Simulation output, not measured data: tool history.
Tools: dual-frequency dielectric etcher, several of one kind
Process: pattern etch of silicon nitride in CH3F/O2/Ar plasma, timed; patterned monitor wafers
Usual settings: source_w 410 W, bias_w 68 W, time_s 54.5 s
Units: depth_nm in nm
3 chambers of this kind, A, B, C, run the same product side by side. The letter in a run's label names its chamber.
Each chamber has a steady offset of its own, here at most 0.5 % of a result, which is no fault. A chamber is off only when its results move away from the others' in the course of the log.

| run | hour | source_w | bias_w | time_s | hours since the last wet clean | hours since the last source power generator calibration | hours since the last bias power generator calibration | read-back reference wafer on the same gauge, depth_nm | depth_nm |
|---|---|---|---|---|---|---|---|---|---|
| 1C | 13.0 | 410 | 68 | 54.5 | 366.1 | 1934.6 | 729.1 | 37.411 | 37.608 |
| 2B | 23.7 | 410 | 68 | 54.5 | 113.6 | 440.6 | 1505.4 | 37.395 | 37.551 |
| 3A | 34.4 | 410 | 68 | 54.5 | 534.0 | 2039.3 | 500.7 | 37.466 | 37.577 |
| 4C | 42.4 | 410 | 68 | 54.5 | 395.5 | 1964.0 | 758.5 | 37.365 | 37.661 |
| 5A | 49.8 | 410 | 68 | 64.5 | 549.4 | 2054.7 | 516.1 | 37.416 | 44.999 |
| 6B | 58.0 | 410 | 68 | 64.5 | 147.9 | 474.9 | 1539.7 | 37.399 | 44.464 |
| 7B | 70.9 | 410 | 68 | 64.5 | 160.8 | 487.8 | 1552.6 | 37.388 | 44.985 |
| 8A | 77.3 | 410 | 68 | 54.5 | 576.9 | 2082.2 | 543.6 | 37.428 | 37.539 |
| 9C | 89.0 | 410 | 68 | 54.5 | 442.1 | 2010.6 | 805.1 | 37.397 | 37.843 |
|  | 93.2 | chamber A: wet clean of the chamber |
| 10A | 101.1 | 410 | 68 | 54.5 | 7.9 | 2106.0 | 567.4 | 37.364 | 37.773 |
| 11C | 112.1 | 410 | 68 | 54.5 | 465.2 | 2033.7 | 828.2 | 37.379 | 37.472 |
| 12B | 123.3 | 410 | 68 | 54.5 | 213.2 | 540.2 | 1605.0 | 37.430 | 38.437 |
| 13B | 134.3 | 410 | 68 | 54.5 | 224.2 | 551.2 | 1616.0 | 37.382 | 38.707 |
| 14A | 142.9 | 410 | 57 | 54.5 | 49.7 | 2147.8 | 609.2 | 37.379 | 35.326 |
| 15C | 150.3 | 410 | 57 | 54.5 | 503.4 | 2071.9 | 866.4 | 37.359 | 35.712 |
| 16B | 158.0 | 410 | 57 | 54.5 | 247.9 | 574.9 | 1639.7 | 37.441 | 36.591 |
| 17C | 165.3 | 410 | 68 | 54.5 | 518.4 | 2086.9 | 881.4 | 37.418 | 37.847 |
| 18A | 177.9 | 410 | 68 | 54.5 | 84.7 | 2182.8 | 644.2 | 37.412 | 38.096 |
| 19B | 186.9 | 410 | 68 | 54.5 | 276.8 | 603.8 | 1668.6 | 37.417 | 38.966 |
| 20C | 194.1 | 330 | 68 | 41.5 | 547.2 | 2115.7 | 910.2 | 37.395 | 26.503 |
| 21A | 201.8 | 330 | 68 | 41.5 | 108.6 | 2206.7 | 668.1 | 37.407 | 26.467 |
| 22B | 215.0 | 330 | 68 | 41.5 | 304.9 | 631.9 | 1696.7 | 37.376 | 27.218 |
| 23A | 224.9 | 410 | 68 | 54.5 | 131.7 | 2229.8 | 691.2 | 37.402 | 38.187 |
| 24C | 234.4 | 410 | 68 | 54.5 | 587.5 | 2156.0 | 950.5 | 37.443 | 37.402 |
| 25B | 241.9 | 410 | 68 | 54.5 | 331.8 | 658.8 | 1723.6 | 37.473 | 39.425 |

All 3 chambers run these settings next. Forecast each chamber's results:
| 26A | 251.6 | 410 | 79 | 54.5 |  |  |  |  | ? |
| 26B | 251.6 | 410 | 79 | 54.5 |  |  |  |  | ? |
| 26C | 251.6 | 410 | 79 | 54.5 |  |  |  |  | ? |

| run | depth_nm |
|---|---|
| 26A | 39.558 |
| 26B | 41.960 |
| 26C | 39.801 |
